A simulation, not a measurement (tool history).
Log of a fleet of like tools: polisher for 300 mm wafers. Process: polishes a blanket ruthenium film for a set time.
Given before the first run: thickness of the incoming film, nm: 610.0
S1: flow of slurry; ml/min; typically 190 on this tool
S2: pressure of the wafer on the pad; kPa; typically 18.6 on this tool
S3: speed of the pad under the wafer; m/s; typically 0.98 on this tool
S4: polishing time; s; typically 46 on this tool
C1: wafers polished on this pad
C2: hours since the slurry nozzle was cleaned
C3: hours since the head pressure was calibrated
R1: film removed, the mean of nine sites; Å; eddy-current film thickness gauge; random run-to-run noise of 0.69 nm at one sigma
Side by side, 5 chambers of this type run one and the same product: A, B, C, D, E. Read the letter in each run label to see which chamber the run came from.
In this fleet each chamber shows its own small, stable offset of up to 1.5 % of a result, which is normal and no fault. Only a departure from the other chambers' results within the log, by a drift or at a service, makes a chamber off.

run   hour   S1    S2    S3  S4    C1     C2      C3      R1
 1A    7.4  190  18.6  0.98  46   527  381.6   441.6  555.96
 2D   12.8  190  18.6  0.98  46   521  244.1  1086.5  543.08
      16.5  -- chamber A: head pressure recalibrated
 3C   19.4  190  18.6  0.98  46   255  265.0   526.1  562.62
      21.0  -- chamber D: worn pad replaced by a new one
      24.3  -- chamber E: worn pad replaced by a new one
 4B   26.4  190  18.6  0.98  46   541   77.3   442.0  541.57
 5E   32.7  190  18.6  0.98  46    84   97.6   725.4  552.25
      33.0  -- chamber A: worn pad replaced by a new one
 6E   40.6  190  18.6  0.98  46   164  105.5   733.3  538.36
      44.3  -- chamber B: worn pad replaced by a new one
 7D   44.4  130  18.6  0.82  46   234  275.7  1118.1  439.08
 8C   51.9  130  18.6  0.82  46   580  297.5   558.6  435.42
 9B   58.6  130  18.6  0.82  46   143  109.5   474.2  436.19
10A   63.4  130  18.6  0.82  46   304  437.6    46.9  424.03
11D   67.4  130  18.6  0.82  46   464  298.7  1141.1  431.83
      67.5  -- chamber A: slurry nozzle cleaned
12B   74.0  190  18.6  0.98  46   297  124.9   489.6  555.49
13E   80.0  190  18.6  0.98  46   558  144.9   772.7  545.13
      81.0  -- chamber D: worn pad replaced by a new one
14A   87.2  190  18.6  0.98  46   542   19.7    70.7  544.97
15C   93.6  190  18.6  0.98  46   997  339.2   600.3  565.28
16C   97.8  190  18.6  0.98  46  1039  343.4   604.5  561.69
      98.7  -- chamber A: worn pad replaced by a new one
17B  101.3  190  18.6  0.98  46   570  152.2   516.9  531.47
18A  105.1  190  18.6  0.98  46    64   37.6    88.6  542.61
     109.5  -- chamber C: worn pad replaced by a new one
     109.7  -- chamber B: worn pad replaced by a new one
     111.0  -- chamber E: worn pad replaced by a new one
19D  112.0  190  18.6  0.98  46   310  343.3  1185.7  543.46
20E  117.4  190  18.6  0.98  46    64  182.3   810.1  533.17
21A  124.6  190  18.6  0.98  46   260   57.1   108.1  567.97
22C  132.3  190  18.6  0.98  46   228  377.9   639.0  556.94
23E  140.1  190  18.6  0.98  46   291  205.0   832.8  542.22
24D  146.4  190  18.6  0.98  46   654  377.7  1220.1  555.73
     149.2  -- chamber D: worn pad replaced by a new one
25B  152.5  190  18.6  0.98  46   428  203.4   568.1  516.99
26A  159.1  190  22.1  0.98  38   605   91.6   142.6  537.73
     164.7  -- chamber B: worn pad replaced by a new one
27B  166.3  190  22.1  0.98  38    16  217.2   581.9  502.10
     171.0  -- chamber A: worn pad replaced by a new one
28C  173.3  190  22.1  0.98  38   639  418.9   680.0  547.64
     180.4  -- chamber B: slurry nozzle cleaned
29D  181.0  190  22.1  0.98  38   318  412.3  1254.7  530.41
     181.7  -- chamber E: head pressure recalibrated
30E  185.3  190  22.1  0.98  38   744  250.2     3.7  548.17
31B  190.9  190  18.6  0.98  46   262   10.6   606.5  496.57
     193.1  -- chamber E: worn pad replaced by a new one
32E  196.1  190  18.6  0.98  46    30  261.0    14.5  546.27
33A  201.4  190  18.6  0.98  46   304  133.9   184.9  559.61
34D  208.8  190  18.6  0.98  46   596  440.1  1282.5  551.52
35C  213.0  190  18.6  0.98  46  1036  458.6   719.7  548.02

Is one chamber out of step, is the gauge drifting, or do the chambers differ by no more than their own small offsets? For an off chamber, give its letter and the likeliest cause.

One chamber, B, drifts off from the rest bit by bit.
What lies behind it: head's pressure below its setpoint, % = 12.

Which of the 4 candidates below, each the usual settings with something changed and its results left as question marks, puts chamber B back in line with what the other chambers give on the usual settings?
In-line tolerance around the mean of the other chambers on the usual settings: R1 24.00 Å
36B-1  218.6  190  19.3  1.02  48               ?
36B-2  218.6  190  19.3  0.98  47               ?
36B-3  218.6  190  17.9  0.98  45               ?
36B-4  218.6  190  17.9  0.94  44               ?

Average result of the remaining chambers running the usual settings: R1 550.71 Å
  run      R1
36B-1  549.46
36B-2  517.22
36B-3  459.32
36B-4  431.06
With 36B-1, the chamber falls back in line with the rest.
